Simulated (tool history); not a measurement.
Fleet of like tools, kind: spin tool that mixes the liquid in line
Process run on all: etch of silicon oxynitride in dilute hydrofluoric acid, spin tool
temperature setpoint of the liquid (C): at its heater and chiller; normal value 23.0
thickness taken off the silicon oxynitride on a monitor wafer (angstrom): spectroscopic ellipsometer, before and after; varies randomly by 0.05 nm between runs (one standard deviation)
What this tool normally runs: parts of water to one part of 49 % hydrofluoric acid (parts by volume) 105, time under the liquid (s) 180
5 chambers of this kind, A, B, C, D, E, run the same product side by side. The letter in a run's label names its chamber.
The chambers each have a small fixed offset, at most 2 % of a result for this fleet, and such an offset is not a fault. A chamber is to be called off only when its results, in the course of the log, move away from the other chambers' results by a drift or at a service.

run   hour  temperature setpoint of the liquid (C)  parts of water to one part of 49 % hydrofluoric acid (parts by volume)  time under the liquid (s)  hours since the thermometer was replaced  hours since the hydrofluoric acid flow meter was replaced  read-back film thickness of the silicon oxynitride reference wafer, read on the same gauge (nm)  thickness taken off the silicon oxynitride on a monitor wafer (angstrom)
 1B    7.2                                    23.0                                                                     105                        180                                     485.5                                                      108.8                                                                                           40.019                                                                    78.672
 2A   19.7                                    23.0                                                                     105                        180                                     381.4                                                      937.7                                                                                           39.957                                                                    78.424
 3E   28.0                                    23.0                                                                     105                        180                                     446.4                                                      558.7                                                                                           39.984                                                                    79.045
 4C   35.0                                    23.0                                                                     105                        180                                     672.6                                                      254.9                                                                                           39.994                                                                    78.284
 5D   44.4                                    20.5                                                                     150                        180                                    1164.6                                                      356.7                                                                                           40.004                                                                    47.113
 6A   59.3                                    20.5                                                                     150                        180                                     421.0                                                      977.3                                                                                           40.056                                                                    46.845
 7E   71.4                                    20.5                                                                     150                        180                                     489.8                                                      602.1                                                                                           39.967                                                                    46.830
      73.0  -- chamber A: hydrofluoric acid flow meter replaced
 8C   82.7                                    20.5                                                                     150                        180                                     720.3                                                      302.6                                                                                           39.990                                                                    47.451
 9D   92.6                                    20.5                                                                     150                        180                                    1212.8                                                      404.9                                                                                           40.019                                                                    46.525
10B  106.7                                    23.0                                                                     105                        180                                     585.0                                                      208.3                                                                                           40.022                                                                    78.559
11C  120.3                                    23.0                                                                     105                        180                                     757.9                                                      340.2                                                                                           40.016                                                                    77.265
12D  131.0                                    23.0                                                                     105                        180                                    1251.2                                                      443.3                                                                                           40.032                                                                    78.401
13A  143.8                                    23.0                                                                     105                        180                                     505.5                                                       70.9                                                                                           40.058                                                                    78.722
     145.3  -- chamber B: thermometer replaced
14B  157.3                                    23.0                                                                     105                        180                                      12.0                                                      258.9                                                                                           40.001                                                                    78.301
15E  172.2                                    28.0                                                                      70                        180                                     590.6                                                      702.9                                                                                           40.006                                                                   152.260
16A  187.0                                    28.0                                                                      70                        180                                     548.7                                                      114.1                                                                                           39.998                                                                   154.350
17E  197.6                                    28.0                                                                      70                        180                                     616.0                                                      728.3                                                                                           39.990                                                                   151.270
18B  209.4                                    28.0                                                                      70                        180                                      64.1                                                      311.0                                                                                           39.985                                                                   153.560
19C  217.2                                    28.0                                                                      70                        180                                     854.8                                                      437.1                                                                                           40.007                                                                   146.810
20D  225.9                                    23.0                                                                     105                        180                                    1346.1                                                      538.2                                                                                           40.022                                                                    76.434
21A  234.8                                    25.5                                                                     150                        180                                     596.5                                                      161.9                                                                                           40.009                                                                    59.710
22D  246.1                                    25.5                                                                     150                        180                                    1366.3                                                      558.4                                                                                           39.959                                                                    59.226
23E  256.7                                    25.5                                                                     150                        180                                     675.1                                                      787.4                                                                                           39.976                                                                    58.986
24C  264.6                                    25.5                                                                     150                        180                                     902.2                                                      484.5                                                                                           40.031                                                                    57.158
25B  276.5                                    25.5                                                                     150                        180                                     131.2                                                      378.1                                                                                           40.023                                                                    59.776
26B  283.2                                    23.0                                                                     105                        180                                     137.9                                                      384.8                                                                                           40.010                                                                    79.393
27E  297.0                                    23.0                                                                     105                        180                                     715.4                                                      827.7                                                                                           40.029                                                                    77.770
28C  311.7                                    23.0                                                                     105                        180                                     949.3                                                      531.6                                                                                           40.001                                                                    74.044
     314.4  -- chamber E: thermometer replaced
29A  325.9                                    18.5                                                                     105                        235                                     687.6                                                      253.0                                                                                           40.014                                                                    81.864
30D  333.1                                    18.5                                                                     105                        235                                    1453.3                                                      645.4                                                                                           40.004                                                                    81.390
31C  346.8                                    18.5                                                                     105                        235                                     984.4                                                      566.7                                                                                           40.041                                                                    77.159
32A  360.6                                    18.5                                                                     105                        235                                     722.3                                                      287.7                                                                                           40.029                                                                    81.916
33B  369.2                                    18.5                                                                     105                        235                                     223.9                                                      470.8                                                                                           39.983                                                                    82.632
34E  377.3                                    23.0                                                                     105                        180                                      63.0                                                      908.0                                                                                           40.056                                                                    78.654

One chamber off, gauge drift, or nothing amiss beyond the chambers' own small offsets? If it is a chamber, which one, and what is the likeliest cause?

Chamber C drifts away from the others.
What lies behind it: liquid colder than its thermometer reads (K) = 1.38.
With only this log, it may be confused with: hydrofluoric acid flow below the setpoint (%).

Here are 4 candidates for chamber C's next run, each the usual settings with a change, their results left as question marks. Which one brings its results back in line with what the others give on the usual settings?
Allowed miss from the other chambers' usual-settings mean, per result, to count as in line: thickness taken off the silicon oxynitride on a monitor wafer (angstrom) 1.700
35C-1  388.1                                    23.0                                                                     110                        165                                                                                                                                                                                                                                                                               ?
35C-2  388.1                                    21.5                                                                     105                        180                                                                                                                                                                                                                                                                               ?
35C-3  388.1                                    26.0                                                                     105                        180                                                                                                                                                                                                                                                                               ?
35C-4  388.1                                    23.0                                                                     100                        185                                                                                                                                                                                                                                                                               ?

Other chambers, usual settings, mean: thickness taken off the silicon oxynitride on a monitor wafer (angstrom) 78.379
  run  thickness taken off the silicon oxynitride on a monitor wafer (angstrom)
35C-1                                                                    63.366
35C-2                                                                    67.618
35C-3                                                                    83.559
35C-4                                                                    78.626
Change 35C-4 lands the chamber within the allowed miss of the other chambers.
